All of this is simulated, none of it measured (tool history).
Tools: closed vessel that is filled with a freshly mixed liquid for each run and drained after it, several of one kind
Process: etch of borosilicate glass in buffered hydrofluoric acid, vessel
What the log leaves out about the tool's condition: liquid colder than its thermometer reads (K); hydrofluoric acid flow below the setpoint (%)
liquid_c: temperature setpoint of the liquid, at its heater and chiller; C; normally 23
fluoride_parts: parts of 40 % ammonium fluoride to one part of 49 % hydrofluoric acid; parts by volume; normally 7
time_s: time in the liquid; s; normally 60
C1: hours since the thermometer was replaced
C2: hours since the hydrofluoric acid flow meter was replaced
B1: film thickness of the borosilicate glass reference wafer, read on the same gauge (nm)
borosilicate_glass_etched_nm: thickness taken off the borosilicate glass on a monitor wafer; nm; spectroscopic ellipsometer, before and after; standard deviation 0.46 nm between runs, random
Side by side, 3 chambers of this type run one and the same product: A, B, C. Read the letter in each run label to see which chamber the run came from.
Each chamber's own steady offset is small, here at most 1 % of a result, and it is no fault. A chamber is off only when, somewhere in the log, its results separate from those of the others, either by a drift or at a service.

run 1B hour=4.5 | liquid_c=23 fluoride_parts=7 time_s=60 | C1=664.8 C2=431.6 | B1=150 | borosilicate_glass_etched_nm=99.882
run 2A hour=10.8 | liquid_c=23 fluoride_parts=7 time_s=60 | C1=360.5 C2=83.8 | B1=149.99 | borosilicate_glass_etched_nm=98.546
run 3C hour=16.6 | liquid_c=23 fluoride_parts=7 time_s=60 | C1=321.9 C2=1365.1 | B1=150.03 | borosilicate_glass_etched_nm=99.025
run 4A hour=23.1 | liquid_c=23 fluoride_parts=7 time_s=60 | C1=372.8 C2=96.1 | B1=150 | borosilicate_glass_etched_nm=99.816
run 5C hour=28.6 | liquid_c=23 fluoride_parts=7 time_s=60 | C1=333.9 C2=1377.1 | B1=150.01 | borosilicate_glass_etched_nm=99.151
run 6B hour=35.9 | liquid_c=23 fluoride_parts=7 time_s=60 | C1=696.2 C2=463 | B1=149.99 | borosilicate_glass_etched_nm=99.126
run 7B hour=45.7 | liquid_c=23 fluoride_parts=7 time_s=60 | C1=706 C2=472.8 | B1=150 | borosilicate_glass_etched_nm=99.909
run 8C hour=52.7 | liquid_c=23 fluoride_parts=7 time_s=60 | C1=358 C2=1401.2 | B1=150.01 | borosilicate_glass_etched_nm=98.962
run 9A hour=60.9 | liquid_c=23 fluoride_parts=7 time_s=60 | C1=410.6 C2=133.9 | B1=150.01 | borosilicate_glass_etched_nm=99.227
run 10B hour=65.5 | liquid_c=23 fluoride_parts=7 time_s=60 | C1=725.8 C2=492.6 | B1=149.99 | borosilicate_glass_etched_nm=99.379
run 11C hour=72.5 | liquid_c=23 fluoride_parts=7 time_s=60 | C1=377.8 C2=1421 | B1=150 | borosilicate_glass_etched_nm=99.567
run 12A hour=78.2 | liquid_c=23 fluoride_parts=8.5 time_s=60 | C1=427.9 C2=151.2 | B1=150 | borosilicate_glass_etched_nm=80.122
run 13C hour=87.9 | liquid_c=23 fluoride_parts=8.5 time_s=60 | C1=393.2 C2=1436.4 | B1=149.99 | borosilicate_glass_etched_nm=79.804
run 14B hour=92.9 | liquid_c=23 fluoride_parts=8.5 time_s=60 | C1=753.2 C2=520 | B1=150 | borosilicate_glass_etched_nm=80.952
run 15A hour=100 | liquid_c=23 fluoride_parts=6 time_s=60 | C1=449.7 C2=173 | B1=149.99 | borosilicate_glass_etched_nm=113.07
run 16A hour=104.8 | liquid_c=23 fluoride_parts=6 time_s=60 | C1=454.5 C2=177.8 | B1=150.01 | borosilicate_glass_etched_nm=113.77
run 17B hour=114.7 | liquid_c=23 fluoride_parts=6 time_s=60 | C1=775 C2=541.8 | B1=149.99 | borosilicate_glass_etched_nm=113.3
run 18C hour=123.1 | liquid_c=23 fluoride_parts=7 time_s=60 | C1=428.4 C2=1471.6 | B1=150.02 | borosilicate_glass_etched_nm=99.357
run 19C hour=130.8 | liquid_c=23 fluoride_parts=7 time_s=60 | C1=436.1 C2=1479.3 | B1=150 | borosilicate_glass_etched_nm=100.05
run 20A hour=139.5 | liquid_c=23 fluoride_parts=7 time_s=60 | C1=489.2 C2=212.5 | B1=150 | borosilicate_glass_etched_nm=99.293
run 21B hour=148.9 | liquid_c=23 fluoride_parts=7 time_s=60 | C1=809.2 C2=576 | B1=150.02 | borosilicate_glass_etched_nm=99.846
run 22B hour=155.2 | liquid_c=23 fluoride_parts=7 time_s=60 | C1=815.5 C2=582.3 | B1=150.02 | borosilicate_glass_etched_nm=100.76
run 23A hour=161.5 | liquid_c=23 fluoride_parts=7 time_s=60 | C1=511.2 C2=234.5 | B1=150 | borosilicate_glass_etched_nm=99.346
run 24C hour=169.5 | liquid_c=23 fluoride_parts=7 time_s=75 | C1=474.8 C2=1518 | B1=149.99 | borosilicate_glass_etched_nm=123.76
run 25B hour=174.8 | liquid_c=23 fluoride_parts=7 time_s=75 | C1=835.1 C2=601.9 | B1=150 | borosilicate_glass_etched_nm=124.02
run 26A hour=181.5 | liquid_c=23 fluoride_parts=7 time_s=75 | C1=531.2 C2=254.5 | B1=150 | borosilicate_glass_etched_nm=122.97

One chamber off, gauge drift, or nothing amiss beyond the chambers' own small offsets? If it is a chamber, which one, and what is the likeliest cause?

Neither any chamber nor the gauge drifts; the chambers differ only by their own small, steady offsets.
